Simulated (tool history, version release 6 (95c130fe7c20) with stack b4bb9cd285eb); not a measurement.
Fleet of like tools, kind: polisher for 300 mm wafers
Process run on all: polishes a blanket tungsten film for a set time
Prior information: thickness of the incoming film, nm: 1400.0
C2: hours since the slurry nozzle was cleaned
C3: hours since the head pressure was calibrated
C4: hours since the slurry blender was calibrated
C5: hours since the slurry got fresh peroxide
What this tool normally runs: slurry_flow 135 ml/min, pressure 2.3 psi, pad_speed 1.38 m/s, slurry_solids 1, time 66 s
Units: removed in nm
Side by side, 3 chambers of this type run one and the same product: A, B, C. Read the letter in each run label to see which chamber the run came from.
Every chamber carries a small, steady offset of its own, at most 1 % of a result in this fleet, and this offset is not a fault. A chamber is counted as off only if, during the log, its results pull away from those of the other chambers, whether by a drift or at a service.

run 1C hour=5.1 | slurry_flow=135 pressure=2.3 pad_speed=1.38 slurry_solids=1 time=66 | wafers_polished_on_this_pad=840 C2=55.3 C3=437.2 C4=70.7 C5=9.3 | removed=221.83
run 2A hour=8 | slurry_flow=135 pressure=2.3 pad_speed=1.38 slurry_solids=1 time=66 | wafers_polished_on_this_pad=492 C2=607 C3=151.4 C4=255.8 C5=144.9 | removed=222.71
run 3B hour=12.6 | slurry_flow=135 pressure=2.3 pad_speed=1.38 slurry_solids=1 time=66 | wafers_polished_on_this_pad=276 C2=656.9 C3=252.9 C4=16.5 C5=28.3 | removed=221.62
run 4A hour=15.4 | slurry_flow=135 pressure=2.3 pad_speed=1.38 slurry_solids=1 time=66 | wafers_polished_on_this_pad=587 C2=614.4 C3=158.8 C4=263.2 C5=152.3 | removed=220.57
run 5B hour=19.6 | slurry_flow=135 pressure=2.3 pad_speed=1.38 slurry_solids=1 time=66 | wafers_polished_on_this_pad=366 C2=663.9 C3=259.9 C4=23.5 C5=35.3 | removed=221.3
-- hour=19.9 chamber A: worn pad replaced by a new one
run 6C hour=23.8 | slurry_flow=135 pressure=2.3 pad_speed=1.38 slurry_solids=1 time=66 | wafers_polished_on_this_pad=1080 C2=74 C3=455.9 C4=89.4 C5=28 | removed=223.93
run 7B hour=27.3 | slurry_flow=135 pressure=2.3 pad_speed=1.38 slurry_solids=1 time=66 | wafers_polished_on_this_pad=465 C2=671.6 C3=267.6 C4=31.2 C5=43 | removed=222.53
-- hour=28.1 chamber A: slurry tank refilled with fresh slurry and peroxide
run 8A hour=30.5 | slurry_flow=115 pressure=2.3 pad_speed=1.38 slurry_solids=1.15 time=66 | wafers_polished_on_this_pad=136 C2=629.5 C3=173.9 C4=278.3 C5=2.4 | removed=219.46
-- hour=33.8 chamber C: worn pad replaced by a new one
run 9C hour=34.7 | slurry_flow=115 pressure=2.3 pad_speed=1.38 slurry_solids=1.15 time=66 | wafers_polished_on_this_pad=12 C2=84.9 C3=466.8 C4=100.3 C5=38.9 | removed=221.01
run 10A hour=37.9 | slurry_flow=115 pressure=2.3 pad_speed=1.38 slurry_solids=1.15 time=66 | wafers_polished_on_this_pad=231 C2=636.9 C3=181.3 C4=285.7 C5=9.8 | removed=219.05
-- hour=38.4 chamber C: slurry tank refilled with fresh slurry and peroxide
run 11B hour=42.5 | slurry_flow=135 pressure=2.3 pad_speed=1.38 slurry_solids=1 time=66 | wafers_polished_on_this_pad=659 C2=686.8 C3=282.8 C4=46.4 C5=58.2 | removed=222.81
run 12C hour=45.4 | slurry_flow=135 pressure=2.3 pad_speed=1.38 slurry_solids=1 time=66 | wafers_polished_on_this_pad=149 C2=95.6 C3=477.5 C4=111 C5=7.1 | removed=221.13
run 13A hour=48.8 | slurry_flow=135 pressure=2.3 pad_speed=1.38 slurry_solids=1 time=66 | wafers_polished_on_this_pad=371 C2=647.8 C3=192.2 C4=296.6 C5=20.7 | removed=223.49
run 14C hour=52.1 | slurry_flow=135 pressure=2.3 pad_speed=1.38 slurry_solids=1 time=66 | wafers_polished_on_this_pad=235 C2=102.3 C3=484.2 C4=117.7 C5=13.8 | removed=219.68
run 15B hour=55.2 | slurry_flow=135 pressure=2.3 pad_speed=1.38 slurry_solids=1 time=66 | wafers_polished_on_this_pad=822 C2=699.5 C3=295.5 C4=59.1 C5=70.9 | removed=223.38
run 16A hour=61 | slurry_flow=135 pressure=2.3 pad_speed=1.06 slurry_solids=1 time=66 | wafers_polished_on_this_pad=527 C2=660 C3=204.4 C4=308.8 C5=32.9 | removed=171.3
-- hour=64.6 chamber A: worn pad replaced by a new one
-- hour=65.4 chamber A: slurry blender recalibrated
run 17C hour=66.3 | slurry_flow=135 pressure=2.3 pad_speed=1.06 slurry_solids=1 time=66 | wafers_polished_on_this_pad=417 C2=116.5 C3=498.4 C4=131.9 C5=28 | removed=171.88
-- hour=68.5 chamber B: worn pad replaced by a new one
run 18B hour=72.5 | slurry_flow=135 pressure=2.3 pad_speed=1.06 slurry_solids=1 time=66 | wafers_polished_on_this_pad=51 C2=716.8 C3=312.8 C4=76.4 C5=88.2 | removed=172.37
-- hour=73.8 chamber C: head pressure recalibrated
run 19B hour=76.5 | slurry_flow=135 pressure=2.3 pad_speed=1.38 slurry_solids=1 time=66 | wafers_polished_on_this_pad=102 C2=720.8 C3=316.8 C4=80.4 C5=92.2 | removed=221.6
-- hour=77.8 chamber C: slurry tank refilled with fresh slurry and peroxide
-- hour=79.4 chamber A: slurry nozzle cleaned
run 20A hour=82.6 | slurry_flow=135 pressure=2.3 pad_speed=1.38 slurry_solids=1 time=66 | wafers_polished_on_this_pad=231 C2=3.2 C3=226 C4=17.3 C5=54.5 | removed=222.61
run 21C hour=87.3 | slurry_flow=135 pressure=2.3 pad_speed=1.38 slurry_solids=1 time=66 | wafers_polished_on_this_pad=686 C2=137.5 C3=13.6 C4=152.9 C5=9.5 | removed=204.25
run 22B hour=90.4 | slurry_flow=135 pressure=2.3 pad_speed=1.38 slurry_solids=1 time=66 | wafers_polished_on_this_pad=280 C2=734.7 C3=330.7 C4=94.3 C5=106.1 | removed=223.24
run 23A hour=96.3 | slurry_flow=135 pressure=2.3 pad_speed=1.38 slurry_solids=1 time=66 | wafers_polished_on_this_pad=407 C2=16.9 C3=239.7 C4=31 C5=68.2 | removed=219.2
-- hour=99.6 chamber B: slurry nozzle cleaned
run 24C hour=101.4 | slurry_flow=135 pressure=2.3 pad_speed=1.38 slurry_solids=0.9 time=83 | wafers_polished_on_this_pad=866 C2=151.6 C3=27.7 C4=167 C5=23.6 | removed=254.81
run 25A hour=106.7 | slurry_flow=135 pressure=2.3 pad_speed=1.38 slurry_solids=0.9 time=83 | wafers_polished_on_this_pad=540 C2=27.3 C3=250.1 C4=41.4 C5=78.6 | removed=270.84
run 26C hour=110.4 | slurry_flow=135 pressure=2.3 pad_speed=1.38 slurry_solids=0.9 time=83 | wafers_polished_on_this_pad=982 C2=160.6 C3=36.7 C4=176 C5=32.6 | removed=251.98
-- hour=111.3 chamber A: worn pad replaced by a new one
run 27B hour=116.5 | slurry_flow=135 pressure=2.3 pad_speed=1.56 slurry_solids=1 time=57 | wafers_polished_on_this_pad=615 C2=16.9 C3=356.8 C4=120.4 C5=132.2 | removed=213.76
-- hour=117.1 chamber C: slurry tank refilled with fresh slurry and peroxide
run 28A hour=119.5 | slurry_flow=135 pressure=2.3 pad_speed=1.56 slurry_solids=1 time=57 | wafers_polished_on_this_pad=105 C2=40.1 C3=262.9 C4=54.2 C5=91.4 | removed=216.47
run 29C hour=125.6 | slurry_flow=135 pressure=2.3 pad_speed=1.56 slurry_solids=1 time=57 | wafers_polished_on_this_pad=1176 C2=175.8 C3=51.9 C4=191.2 C5=8.5 | removed=203.39
run 30B hour=129.8 | slurry_flow=135 pressure=2.3 pad_speed=1.38 slurry_solids=1 time=66 | wafers_polished_on_this_pad=785 C2=30.2 C3=370.1 C4=133.7 C5=145.5 | removed=221.79
run 31A hour=133.9 | slurry_flow=135 pressure=2.3 pad_speed=1.38 slurry_solids=1 time=66 | wafers_polished_on_this_pad=290 C2=54.5 C3=277.3 C4=68.6 C5=105.8 | removed=220.26
run 32C hour=137.7 | slurry_flow=135 pressure=2.3 pad_speed=1.38 slurry_solids=1 time=66 | wafers_polished_on_this_pad=1331 C2=187.9 C3=64 C4=203.3 C5=20.6 | removed=207.68
-- hour=139.9 chamber B: worn pad replaced by a new one
run 33B hour=143.7 | slurry_flow=135 pressure=2.3 pad_speed=1.38 slurry_solids=1 time=66 | wafers_polished_on_this_pad=49 C2=44.1 C3=384 C4=147.6 C5=159.4 | removed=221.65
run 34A hour=149.3 | slurry_flow=135 pressure=2.3 pad_speed=1.38 slurry_solids=1 time=66 | wafers_polished_on_this_pad=487 C2=69.9 C3=292.7 C4=84 C5=121.2 | removed=216.97
-- hour=150.5 chamber A: worn pad replaced by a new one
run 35B hour=154.7 | slurry_flow=135 pressure=2.3 pad_speed=1.38 slurry_solids=1.2 time=66 | wafers_polished_on_this_pad=190 C2=55.1 C3=395 C4=158.6 C5=170.4 | removed=231.97
-- hour=155.1 chamber C: worn pad replaced by a new one
-- hour=156.9 chamber B: slurry blender recalibrated
run 36C hour=158.3 | slurry_flow=135 pressure=2.3 pad_speed=1.38 slurry_solids=1.2 time=66 | wafers_polished_on_this_pad=42 C2=208.5 C3=84.6 C4=223.9 C5=41.2 | removed=215.67
-- hour=162.2 chamber C: slurry blender recalibrated
run 37A hour=162.7 | slurry_flow=135 pressure=2.3 pad_speed=1.38 slurry_solids=1.2 time=66 | wafers_polished_on_this_pad=156 C2=83.3 C3=306.1 C4=97.4 C5=134.6 | removed=230.85
-- hour=164.4 chamber C: slurry tank refilled with fresh slurry and peroxide
run 38C hour=167.3 | slurry_flow=135 pressure=2.3 pad_speed=1.38 slurry_solids=1 time=66 | wafers_polished_on_this_pad=157 C2=217.5 C3=93.6 C4=5.1 C5=2.9 | removed=204.03
run 39B hour=171.4 | slurry_flow=155 pressure=2.3 pad_speed=1.38 slurry_solids=1 time=66 | wafers_polished_on_this_pad=404 C2=71.8 C3=411.7 C4=14.5 C5=187.1 | removed=223.06

All 3 chambers run these settings next. Forecast each chamber's results:
run 40A hour=176 | slurry_flow=150 pressure=2.3 pad_speed=1.38 slurry_solids=1 time=66 | removed=?
run 40B hour=176 | slurry_flow=150 pressure=2.3 pad_speed=1.38 slurry_solids=1 time=66 | removed=?
run 40C hour=176 | slurry_flow=150 pressure=2.3 pad_speed=1.38 slurry_solids=1 time=66 | removed=?

run=40A removed=224.63
run=40B removed=223.85
run=40C removed=207.47
